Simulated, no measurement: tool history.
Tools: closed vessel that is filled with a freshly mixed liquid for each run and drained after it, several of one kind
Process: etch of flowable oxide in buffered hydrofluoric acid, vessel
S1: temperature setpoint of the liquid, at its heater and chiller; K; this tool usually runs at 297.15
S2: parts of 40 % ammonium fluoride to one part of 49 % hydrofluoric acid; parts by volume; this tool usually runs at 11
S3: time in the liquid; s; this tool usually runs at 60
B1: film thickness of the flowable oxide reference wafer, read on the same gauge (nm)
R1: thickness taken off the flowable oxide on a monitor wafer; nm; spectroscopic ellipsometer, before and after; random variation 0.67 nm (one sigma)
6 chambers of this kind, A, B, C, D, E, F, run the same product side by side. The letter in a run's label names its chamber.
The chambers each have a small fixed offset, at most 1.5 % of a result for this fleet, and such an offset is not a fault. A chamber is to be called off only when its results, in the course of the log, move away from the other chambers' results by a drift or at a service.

run,day,S1,S2,S3,B1,R1
# day 0.133: chamber D: hydrofluoric acid flow meter replaced
1E,0.271,297.15,11,60,80.001,97.260
2B,0.579,297.15,11,60,80.009,96.337
3D,0.729,297.15,11,60,79.998,97.199
4A,1.038,297.15,11,60,79.983,96.671
5C,1.238,297.15,11,60,79.951,98.113
6F,1.471,297.15,8,60,79.981,128.130
7A,1.729,297.15,8,60,79.975,131.020
8E,1.992,297.15,8,60,79.980,129.300
9C,2.142,297.15,8,60,80.023,128.980
10B,2.358,297.15,8,60,79.980,129.930
11F,2.638,297.15,8,60,79.999,129.150
12D,2.946,297.15,11,60,80.030,96.843
13E,3.233,297.15,11,60,80.068,98.433
14C,3.458,297.15,11,60,80.038,97.142
15A,3.775,297.15,11,60,80.000,97.829
16F,4.004,297.15,11,60,79.985,97.150
17D,4.217,297.15,11,60,79.994,96.527
# day 4.321: chamber C: thermometer replaced
18B,4.533,297.15,11,60,80.026,97.521
19F,4.838,297.15,11,60,79.989,96.459
20B,5.062,297.15,11,60,79.972,99.840
21D,5.308,301.65,13,60,80.009,105.700
22A,5.579,301.65,13,60,79.978,105.300
23E,5.800,301.65,13,60,79.990,105.970
24C,5.975,301.65,13,60,80.051,105.510
25D,6.192,301.65,13,60,80.008,104.160
26C,6.371,301.65,13,60,79.995,105.800
27F,6.546,297.15,11,60,80.014,96.386
28A,6.738,297.15,11,60,79.994,96.273
29E,7.042,293.65,9,60,80.012,94.034
30B,7.238,293.65,9,60,80.006,98.903
31D,7.412,293.65,9,60,79.997,93.750
32C,7.617,293.65,9,60,79.989,94.762
33E,7.842,293.65,9,60,79.947,94.358
34F,8.092,293.65,9,60,79.951,93.489
35A,8.321,297.15,11,60,80.039,96.813
36B,8.471,297.15,11,60,79.986,104.400

Read the log: is a single chamber off, either drifting away or since a service, is the gauge that measures every chamber drifting, or is nothing wrong beyond small per-chamber offsets? Name any odd chamber and what most likely caused it.

It is chamber B that slowly wanders off from its peers.
Cause: liquid hotter than its thermometer reads (K) = 1.5.
The log may not separate it from: hydrofluoric acid flow above the setpoint (%).

Below are 4 candidate recipes for chamber B's next run, each the usual settings with a change, their results shown as question marks. Which of them brings B's results back in line with what the other chambers give on the usual settings?
Counts as in line when no further than this from what the other chambers average on the usual settings: R1 2.300 nm
37B-1,8.712,296.15,12.5,60,,?
37B-2,8.712,297.65,11.0,70,,?
37B-3,8.712,297.65,10.5,60,,?
37B-4,8.712,297.15,11.0,55,,?

What the other chambers average on the usual settings: R1 97.069 nm
run,R1
37B-1,88.061
37B-2,126.040
37B-3,113.020
37B-4,96.448
37B-4 brings the chamber back in line.

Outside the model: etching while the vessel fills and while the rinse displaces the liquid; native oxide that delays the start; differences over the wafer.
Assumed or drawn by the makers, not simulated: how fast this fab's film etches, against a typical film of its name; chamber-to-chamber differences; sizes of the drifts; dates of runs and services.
